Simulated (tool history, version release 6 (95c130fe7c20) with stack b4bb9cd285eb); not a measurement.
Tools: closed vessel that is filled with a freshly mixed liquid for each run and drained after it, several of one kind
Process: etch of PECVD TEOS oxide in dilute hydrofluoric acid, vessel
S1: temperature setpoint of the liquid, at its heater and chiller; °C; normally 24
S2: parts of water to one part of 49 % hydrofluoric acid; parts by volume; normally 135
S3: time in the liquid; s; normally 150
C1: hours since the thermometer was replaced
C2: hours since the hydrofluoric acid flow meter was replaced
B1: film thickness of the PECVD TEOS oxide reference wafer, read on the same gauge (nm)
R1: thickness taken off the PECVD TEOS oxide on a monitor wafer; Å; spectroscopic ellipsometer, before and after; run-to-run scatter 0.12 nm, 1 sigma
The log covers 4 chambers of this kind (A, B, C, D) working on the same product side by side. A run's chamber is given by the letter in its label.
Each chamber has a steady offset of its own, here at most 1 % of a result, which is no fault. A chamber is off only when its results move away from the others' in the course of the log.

{"run": "1C", "hour": 5.7, "S1": 24, "S2": 135, "S3": 150, "C1": 790.2, "C2": 1190.4, "B1": 90.015, "R1": 139.66}
{"run": "2B", "hour": 9.0, "S1": 24, "S2": 135, "S3": 150, "C1": 485.9, "C2": 1406.2, "B1": 89.993, "R1": 138.97}
{"run": "3D", "hour": 14.4, "S1": 24, "S2": 135, "S3": 150, "C1": 526.7, "C2": 108.6, "B1": 90, "R1": 140.31}
{"run": "4A", "hour": 21.0, "S1": 24, "S2": 135, "S3": 150, "C1": 1038.3, "C2": 1036.2, "B1": 89.977, "R1": 137.16}
{"run": "5B", "hour": 27.4, "S1": 24, "S2": 135, "S3": 150, "C1": 504.3, "C2": 1424.6, "B1": 90.006, "R1": 138.27}
{"run": "6A", "hour": 34.0, "S1": 24, "S2": 135, "S3": 150, "C1": 1051.3, "C2": 1049.2, "B1": 90.009, "R1": 138.97}
{"run": "7D", "hour": 39.8, "S1": 24, "S2": 135, "S3": 150, "C1": 552.1, "C2": 134, "B1": 90.002, "R1": 140.65}
{"run": "8C", "hour": 43.1, "S1": 24, "S2": 135, "S3": 150, "C1": 827.6, "C2": 1227.8, "B1": 89.998, "R1": 141.12}
{"run": "9C", "hour": 47.7, "S1": 24, "S2": 135, "S3": 150, "C1": 832.2, "C2": 1232.4, "B1": 89.976, "R1": 140.07}
{"run": "10D", "hour": 54.8, "S1": 24, "S2": 135, "S3": 150, "C1": 567.1, "C2": 149, "B1": 90.007, "R1": 139.31}
{"run": "11A", "hour": 58.7, "S1": 24, "S2": 135, "S3": 150, "C1": 1076, "C2": 1073.9, "B1": 89.968, "R1": 136.95}
{"run": "12B", "hour": 64.9, "S1": 27, "S2": 135, "S3": 150, "C1": 541.8, "C2": 1462.1, "B1": 89.994, "R1": 155.66}
{"run": "13C", "hour": 68.9, "S1": 27, "S2": 135, "S3": 150, "C1": 853.4, "C2": 1253.6, "B1": 90.007, "R1": 157.54}
{"run": "14D", "hour": 75.6, "S1": 27, "S2": 135, "S3": 150, "C1": 587.9, "C2": 169.8, "B1": 90.023, "R1": 153.98}
{"run": "15A", "hour": 81.4, "S1": 27, "S2": 135, "S3": 150, "C1": 1098.7, "C2": 1096.6, "B1": 90.008, "R1": 154.8}
{"run": "16B", "hour": 85.1, "S1": 24, "S2": 135, "S3": 150, "C1": 562, "C2": 1482.3, "B1": 90.025, "R1": 141.26}
{"run": "17D", "hour": 89.2, "S1": 24, "S2": 95, "S3": 115, "C1": 601.5, "C2": 183.4, "B1": 90, "R1": 156.42}
{"run": "18B", "hour": 96.0, "S1": 24, "S2": 95, "S3": 115, "C1": 572.9, "C2": 1493.2, "B1": 90.017, "R1": 158.47}
{"run": "19A", "hour": 99.5, "S1": 24, "S2": 95, "S3": 115, "C1": 1116.8, "C2": 1114.7, "B1": 89.987, "R1": 156.36}
{"run": "20C", "hour": 103.8, "S1": 24, "S2": 95, "S3": 115, "C1": 888.3, "C2": 1288.5, "B1": 89.984, "R1": 159.28}
{"run": "21B", "hour": 108.9, "S1": 24, "S2": 135, "S3": 150, "C1": 585.8, "C2": 1506.1, "B1": 89.998, "R1": 138.47}
{"run": "22A", "hour": 114.2, "S1": 24, "S2": 135, "S3": 150, "C1": 1131.5, "C2": 1129.4, "B1": 90.019, "R1": 138.58}
{"run": "23D", "hour": 120.2, "S1": 24, "S2": 135, "S3": 150, "C1": 632.5, "C2": 214.4, "B1": 89.999, "R1": 130.59}
{"run": "24C", "hour": 125.0, "S1": 24, "S2": 135, "S3": 150, "C1": 909.5, "C2": 1309.7, "B1": 89.982, "R1": 139.06}
{"run": "25B", "hour": 132.2, "S1": 24, "S2": 135, "S3": 150, "C1": 609.1, "C2": 1529.4, "B1": 90.006, "R1": 137.65}
{"run": "26A", "hour": 135.7, "S1": 24, "S2": 135, "S3": 150, "C1": 1153, "C2": 1150.9, "B1": 90.017, "R1": 137.89}
{"run": "27C", "hour": 140.6, "S1": 24, "S2": 135, "S3": 150, "C1": 925.1, "C2": 1325.3, "B1": 89.997, "R1": 138.69}
{"run": "28D", "hour": 147.2, "S1": 24, "S2": 135, "S3": 150, "C1": 659.5, "C2": 241.4, "B1": 89.998, "R1": 126.75}
{"run": "29C", "hour": 153.1, "S1": 24, "S2": 135, "S3": 150, "C1": 937.6, "C2": 1337.8, "B1": 90.004, "R1": 139.2}

What goes on in this fleet: one chamber off, a drifting gauge, or nothing beyond the chambers' own small offsets? Name the chamber and the cause, if any.

Little by little, chamber D moves away from the other chambers.
Cause: hydrofluoric acid flow below the setpoint (%) = 8.05.
From this log alone, it may not be told apart from: liquid colder than its thermometer reads (K).

Which of the 4 candidates below, each the usual settings with something changed and its results left as question marks, puts chamber D back in line with what the other chambers give on the usual settings?
In line here means within this much of the mean the other chambers give on the usual settings: R1 4.1 Å
{"run": "30D-1", "hour": 158.3, "S1": 24, "S2": 140, "S3": 145, "R1": "?"}
{"run": "30D-2", "hour": 158.3, "S1": 24, "S2": 145, "S3": 135, "R1": "?"}
{"run": "30D-3", "hour": 158.3, "S1": 24, "S2": 125, "S3": 150, "R1": "?"}
{"run": "30D-4", "hour": 158.3, "S1": 24, "S2": 125, "S3": 165, "R1": "?"}

Average result of the remaining chambers running the usual settings: R1 138.53 Å
run=30D-1 R1=117.25
run=30D-2 R1=104.7
run=30D-3 R1=138.68
run=30D-4 R1=152.55
The right change is 30D-3: it brings the chamber back within the allowed miss of the others.
